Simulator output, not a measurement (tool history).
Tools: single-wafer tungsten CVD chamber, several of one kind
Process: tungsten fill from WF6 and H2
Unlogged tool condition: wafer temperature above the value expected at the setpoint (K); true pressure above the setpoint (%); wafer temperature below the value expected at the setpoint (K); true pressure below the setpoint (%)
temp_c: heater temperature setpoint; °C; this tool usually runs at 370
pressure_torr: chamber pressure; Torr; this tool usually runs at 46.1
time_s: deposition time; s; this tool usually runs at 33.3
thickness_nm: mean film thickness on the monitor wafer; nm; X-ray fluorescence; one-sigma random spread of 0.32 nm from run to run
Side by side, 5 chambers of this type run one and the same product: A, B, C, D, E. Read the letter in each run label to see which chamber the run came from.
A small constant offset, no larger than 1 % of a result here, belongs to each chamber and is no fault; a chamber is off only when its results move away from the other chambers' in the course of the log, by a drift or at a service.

run,day,temp_c,pressure_torr,time_s,hours since the last thermocouple change,hours since the last manometer calibration,"read-back reference wafer on the same gauge, thickness_nm",thickness_nm
1C,0.083,370,46.1,33.3,933.3,1150,66.928,65.755
2E,0.238,370,46.1,33.3,699.3,1617.1,66.879,65.063
3A,0.362,370,46.1,33.3,211.2,375.5,66.87,65.54
4B,0.467,370,46.1,33.3,1401.9,861.6,66.962,65.93
5D,0.617,362,51.9,33.3,1333.2,502.2,66.855,58.203
6E,0.758,362,51.9,33.3,711.8,1629.6,66.883,58.177
7A,0.938,362,51.9,33.3,225,389.3,67.004,57.605
8D,1.05,362,51.9,33.3,1343.6,512.6,66.873,58.746
9C,1.167,362,51.9,33.3,959.3,1176,66.88,57.795
10B,1.329,370,46.1,33.3,1422.6,882.3,66.918,65.392
11B,1.429,370,46.1,33.3,1425,884.7,66.825,65.323
12D,1.592,370,46.1,33.3,1356.6,525.6,66.912,65.208
13C,1.767,370,46.1,33.3,973.7,1190.4,66.927,65.493
14A,1.925,370,46.1,33.3,248.7,413,66.947,65.157
# day 2.05: chamber C: capacitance manometer re-zeroed and calibrated
15E,2.1,370,46.1,33.3,744,1661.8,66.83,64.763
16C,2.25,370,46.1,33.3,985.3,4.8,66.956,65.045
17E,2.371,380,46.1,37,750.5,1668.3,66.917,88.321
18A,2.504,380,46.1,37,262.6,426.9,66.896,90.02
19D,2.625,380,46.1,37,1381.4,550.4,66.96,89.332
20B,2.804,380,46.1,37,1458,917.7,66.874,90.148
21D,2.921,380,46.1,37,1388.5,557.5,66.921,89.575
22B,3.004,370,46.1,33.3,1462.8,922.5,66.833,65.693
23E,3.142,370,46.1,33.3,769,1686.8,66.816,62.869
24C,3.321,370,46.1,33.3,1011,30.5,66.931,65.523
25A,3.412,370,46.1,33.3,284.4,448.7,66.901,65.579
26A,3.596,370,46.1,33.3,288.8,453.1,66.84,65.417
27B,3.717,370,46.1,33.3,1479.9,939.6,66.913,65.013
28D,3.896,370,46.1,33.3,1411.9,580.9,66.83,65.237
29C,3.992,370,46.1,33.3,1027.1,46.6,66.862,65.454
30E,4.133,370,46.1,33.3,792.8,1710.6,66.827,61.724

Is one chamber off against the others, does the gauge drift, or is nothing wrong? If a chamber is off, say which, and what the likeliest cause is.

Little by little, chamber E moves away from the other chambers.
Cause: wafer temperature below the value expected at the setpoint (K) = 2.43.

Chamber E could run next with any of the 4 candidate recipes listed below; each alters the usual settings, and their results appear as question marks. Which one brings its results back in line with what the other chambers deliver on the usual settings?
Maximum distance from the other chambers' mean on the usual settings for a result to count as in line: thickness_nm 1.1 nm
31E-1,4.271,370,46.1,32.4,,,,?
31E-2,4.271,372,46.1,33.8,,,,?
31E-3,4.271,370,44.7,31.9,,,,?
31E-4,4.271,370,46.1,34.2,,,,?

Mean of the other chambers on the usual settings: thickness_nm 65.446 nm
run,thickness_nm
31E-1,60.131
31E-2,65.524
31E-3,58.374
31E-4,63.485
It is 31E-2 that realigns the chamber with its peers.

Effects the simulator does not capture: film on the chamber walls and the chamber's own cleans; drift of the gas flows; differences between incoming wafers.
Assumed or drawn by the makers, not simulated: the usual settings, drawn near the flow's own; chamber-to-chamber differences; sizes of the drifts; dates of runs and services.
